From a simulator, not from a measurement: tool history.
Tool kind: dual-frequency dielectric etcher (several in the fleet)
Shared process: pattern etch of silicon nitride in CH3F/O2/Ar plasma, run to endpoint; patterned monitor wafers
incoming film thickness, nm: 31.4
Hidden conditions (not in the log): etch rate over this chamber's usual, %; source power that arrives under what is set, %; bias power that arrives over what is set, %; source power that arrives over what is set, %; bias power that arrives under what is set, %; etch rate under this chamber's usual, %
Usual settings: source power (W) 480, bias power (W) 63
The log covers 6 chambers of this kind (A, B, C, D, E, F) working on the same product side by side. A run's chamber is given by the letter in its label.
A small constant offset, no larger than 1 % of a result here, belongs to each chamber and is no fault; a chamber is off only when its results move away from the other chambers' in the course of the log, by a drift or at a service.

run     day  source power (W)  bias power (W)  hours since the last wet clean  hours since the last source power generator calibration  hours since the last bias power generator calibration  endpoint time (s)
 1B   0.396               480              63                           465.1                                                    253.8                                                 1429.4             44.539
 2E   0.871               480              63                           355.1                                                    918.4                                                 1517.7             44.364
 3A   1.196               480              63                           220.3                                                   2128.5                                                 1730.9             44.563
      1.321  -- chamber C: wet clean of the chamber
      1.458  -- chamber B: wet clean of the chamber
 4F   1.688               480              63                           341.9                                                   2356.8                                                 2525.1             44.619
 5C   2.104               370              63                            18.9                                                   2162.9                                                  740.7             49.093
 6D   2.396               370              63                           337.9                                                    866.8                                                 2128.4             48.466
 7B   2.792               370              63                            32.1                                                    311.3                                                 1486.9             49.525
 8A   3.088               370              63                           265.7                                                   2173.9                                                 1776.3             49.171
 9D   3.467               370              63                           363.6                                                    892.5                                                 2154.1             48.737
10E   3.717               370              63                           423.4                                                    986.7                                                   1586             49.893
11C   4.067               430              63                              66                                                     2210                                                  787.8             45.969
12F   4.446               430              63                           408.1                                                     2423                                                 2591.3             46.418
13F   4.842               430              63                           417.6                                                   2432.5                                                 2600.8             46.769
      5.171  -- chamber E: wet clean of the chamber
14C   5.208               430              63                            93.4                                                   2237.4                                                  815.2              46.36
15D   5.512               430              63                           412.7                                                    941.6                                                 2203.2             45.915
16B   6.033               430              63                           109.9                                                    389.1                                                 1564.7             46.138
17A   6.312               430              63                           343.1                                                   2251.3                                                 1853.7             46.602
18E   6.779               430              63                            38.7                                                   1060.2                                                 1659.5             48.408
19C   7.117               430              63                           139.2                                                   2283.2                                                    861             46.683
      7.412  -- chamber D: wet clean of the chamber
20B   7.538               430              63                             146                                                    425.2                                                 1600.8             45.784
21E   7.796               430              63                            63.1                                                   1084.6                                                 1683.9             48.678
      7.917  -- chamber F: wet clean of the chamber
22A   8.254               430              63                           389.7                                                   2297.9                                                 1900.3             46.781
23D   8.558               480              63                            27.6                                                   1014.7                                                 2276.3             44.274
24F   9.062               480              63                            27.6                                                   2533.8                                                 2702.1             44.685
25D   9.575               480              63                              52                                                   1039.1                                                 2300.7             43.958
26A   9.867               480              63                           428.4                                                   2336.6                                                   1939             44.606
27C  10.342               480              63                           216.6                                                   2360.6                                                  938.4             44.218
28B  10.829               440              63                             225                                                    504.2                                                 1679.8              46.07
29E  11.304               440              63                           147.3                                                   1168.8                                                 1768.1             48.466
30F   11.55               440              63                            87.3                                                   2593.5                                                 2761.8             46.264
31D  11.975               440              63                           109.6                                                   1096.7                                                 2358.3             46.008
32E  12.242               440              63                           169.8                                                   1191.3                                                 1790.6             47.955
33A  12.567               440              63                           493.2                                                   2401.4                                                 2003.8             45.989
      12.85  -- chamber E: bias power generator calibrated
34C  12.983               480              63                             280                                                     2424                                                 1001.8             44.079
35B  13.425               380              63                           287.3                                                    566.5                                                 1742.1             48.931
36F  13.725               380              63                           139.5                                                   2645.7                                                   2814             49.077
37B  14.096               380              63                           303.4                                                    582.6                                                 1758.2              48.05
38C  14.571               380              63                           318.1                                                   2462.1                                                 1039.9             48.158
39F  14.862               380              63                           166.8                                                     2673                                                 2841.3             49.048
     15.112  -- chamber D: bias power generator calibrated
40A  15.138               380              63                           554.9                                                   2463.1                                                 2065.5             47.563
41E  15.508               480              63                           248.2                                                   1269.7                                                   63.9             46.969
42D  16.025               480              63                           206.8                                                   1193.9                                                   21.9             43.771

Which is it: a chamber that has drifted or been left off by a service, a gauge drift common to all chambers, or only each chamber's usual small offset? If a chamber is off, name it and its likeliest cause.

After it was serviced, chamber E no longer matches the other chambers.
Cause: etch rate under this chamber's usual, % = 4.84.

Here are 4 candidates for chamber E's next run, each the usual settings with a change, their results left as question marks. Which one brings its results back in line with what the others give on the usual settings?
In line here means within this much of the mean the other chambers give on the usual settings: endpoint time (s) 1.1
43E-1  16.404               560              72                                                                                                                                                                  ?
43E-2  16.404               400              54                                                                                                                                                                  ?
43E-3  16.404               480              53                                                                                                                                                                  ?
43E-4  16.404               550              63                                                                                                                                                                  ?

The mean the other chambers reach with the usual settings: endpoint time (s) 44.397
  run  endpoint time (s)
43E-1             42.222
43E-2             52.707
43E-3             49.404
43E-4             44.397
With 43E-4, the chamber falls back in line with the rest.
